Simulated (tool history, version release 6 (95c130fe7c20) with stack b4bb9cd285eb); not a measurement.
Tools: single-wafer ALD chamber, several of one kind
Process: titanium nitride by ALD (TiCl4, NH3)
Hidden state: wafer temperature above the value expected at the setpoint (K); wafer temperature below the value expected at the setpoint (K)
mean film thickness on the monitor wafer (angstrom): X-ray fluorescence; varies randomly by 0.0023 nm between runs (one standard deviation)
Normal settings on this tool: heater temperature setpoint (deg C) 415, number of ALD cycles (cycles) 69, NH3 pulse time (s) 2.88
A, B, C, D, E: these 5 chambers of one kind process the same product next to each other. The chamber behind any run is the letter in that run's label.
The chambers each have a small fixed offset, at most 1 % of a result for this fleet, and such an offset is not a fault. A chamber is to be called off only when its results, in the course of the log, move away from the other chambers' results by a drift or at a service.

| run | day | heater temperature setpoint (deg C) | number of ALD cycles (cycles) | NH3 pulse time (s) | hours since the last thermocouple change | read-back reference wafer on the same gauge, thickness_nm | mean film thickness on the monitor wafer (angstrom) |
|---|---|---|---|---|---|---|---|
| 1E | 0.296 | 415 | 69 | 2.88 | 416.7 | 1.3194 | 15.382 |
| 2B | 0.488 | 415 | 69 | 2.88 | 1357.1 | 1.32 | 15.535 |
| 3A | 0.725 | 415 | 69 | 2.88 | 1793.4 | 1.319 | 15.401 |
| 4C | 1.038 | 415 | 69 | 2.88 | 1816.9 | 1.3189 | 15.5 |
| 5D | 1.258 | 415 | 69 | 2.88 | 1504.6 | 1.3186 | 15.527 |
| 6B | 1.5 | 420 | 69 | 3.78 | 1381.4 | 1.3194 | 15.612 |
| 7A | 1.754 | 420 | 69 | 3.78 | 1818.1 | 1.3182 | 15.513 |
| 8C | 2 | 420 | 69 | 3.78 | 1840 | 1.3183 | 15.626 |
| 9E | 2.229 | 420 | 69 | 3.78 | 463.1 | 1.3185 | 15.526 |
| 10D | 2.462 | 420 | 69 | 3.78 | 1533.5 | 1.3181 | 15.611 |
| 11A | 2.738 | 415 | 69 | 2.88 | 1841.7 | 1.3179 | 15.417 |
| 12C | 2.962 | 415 | 69 | 2.88 | 1863.1 | 1.3178 | 15.485 |
| 13B | 3.212 | 415 | 69 | 2.88 | 1422.5 | 1.317 | 15.511 |
| 14D | 3.45 | 421 | 69 | 2.88 | 1557.2 | 1.3168 | 15.519 |
| 15E | 3.692 | 421 | 69 | 2.88 | 498.2 | 1.3171 | 15.416 |
| 16E | 3.958 | 421 | 69 | 2.88 | 504.6 | 1.3163 | 15.347 |
| 17D | 4.183 | 421 | 69 | 2.88 | 1574.8 | 1.3168 | 15.532 |
| 18A | 4.358 | 421 | 69 | 2.88 | 1880.6 | 1.3165 | 15.42 |
| 19C | 4.554 | 415 | 69 | 2.88 | 1901.3 | 1.3162 | 15.499 |
| 20B | 4.825 | 415 | 69 | 2.88 | 1461.2 | 1.3159 | 15.51 |
| 21E | 5.029 | 415 | 69 | 2.88 | 530.3 | 1.3157 | 15.341 |
| 22C | 5.217 | 415 | 69 | 2.88 | 1917.2 | 1.3161 | 15.461 |
| 23D | 5.392 | 415 | 69 | 2.88 | 1603.8 | 1.3157 | 15.504 |
| 24B | 5.592 | 415 | 69 | 2.88 | 1479.6 | 1.3152 | 15.483 |
| 25A | 5.896 | 415 | 69 | 2.88 | 1917.5 | 1.3149 | 15.377 |
| 26C | 6.096 | 415 | 69 | 2.88 | 1938.3 | 1.3152 | 15.482 |
| 27D | 6.4 | 430 | 69 | 2.05 | 1628 | 1.3149 | 15.379 |
| 28B | 6.696 | 430 | 69 | 2.05 | 1506.1 | 1.3147 | 15.314 |
| 29E | 7.017 | 430 | 69 | 2.05 | 578 | 1.3142 | 15.292 |
| 30A | 7.267 | 430 | 69 | 2.05 | 1950.4 | 1.3141 | 15.272 |
| 31D | 7.446 | 430 | 69 | 2.05 | 1653.1 | 1.3139 | 15.402 |
| 32E | 7.771 | 415 | 69 | 2.88 | 596.1 | 1.3136 | 15.327 |
| 33A | 7.983 | 415 | 69 | 2.88 | 1967.6 | 1.3134 | 15.34 |
| 34B | 8.175 | 429 | 82 | 2.88 | 1541.6 | 1.3132 | 18.38 |
| 35C | 8.383 | 429 | 82 | 2.88 | 1993.2 | 1.3131 | 18.336 |
| 36D | 8.562 | 429 | 82 | 2.88 | 1679.9 | 1.3129 | 18.437 |
| 37E | 8.738 | 429 | 82 | 2.88 | 619.3 | 1.3127 | 18.226 |
| 38B | 9.021 | 429 | 82 | 2.88 | 1561.9 | 1.3126 | 18.326 |
| 39A | 9.188 | 415 | 69 | 2.88 | 1996.5 | 1.3121 | 15.358 |
| 40C | 9.396 | 415 | 69 | 2.88 | 2017.5 | 1.3118 | 15.428 |

One chamber off, gauge drift, or nothing amiss beyond the chambers' own small offsets? If it is a chamber, which one, and what is the likeliest cause?

It is the gauge, not a chamber: its drift shows up in every chamber's results at once, and no chamber is off.
Cause: gauge reads low (%) = 0.613.

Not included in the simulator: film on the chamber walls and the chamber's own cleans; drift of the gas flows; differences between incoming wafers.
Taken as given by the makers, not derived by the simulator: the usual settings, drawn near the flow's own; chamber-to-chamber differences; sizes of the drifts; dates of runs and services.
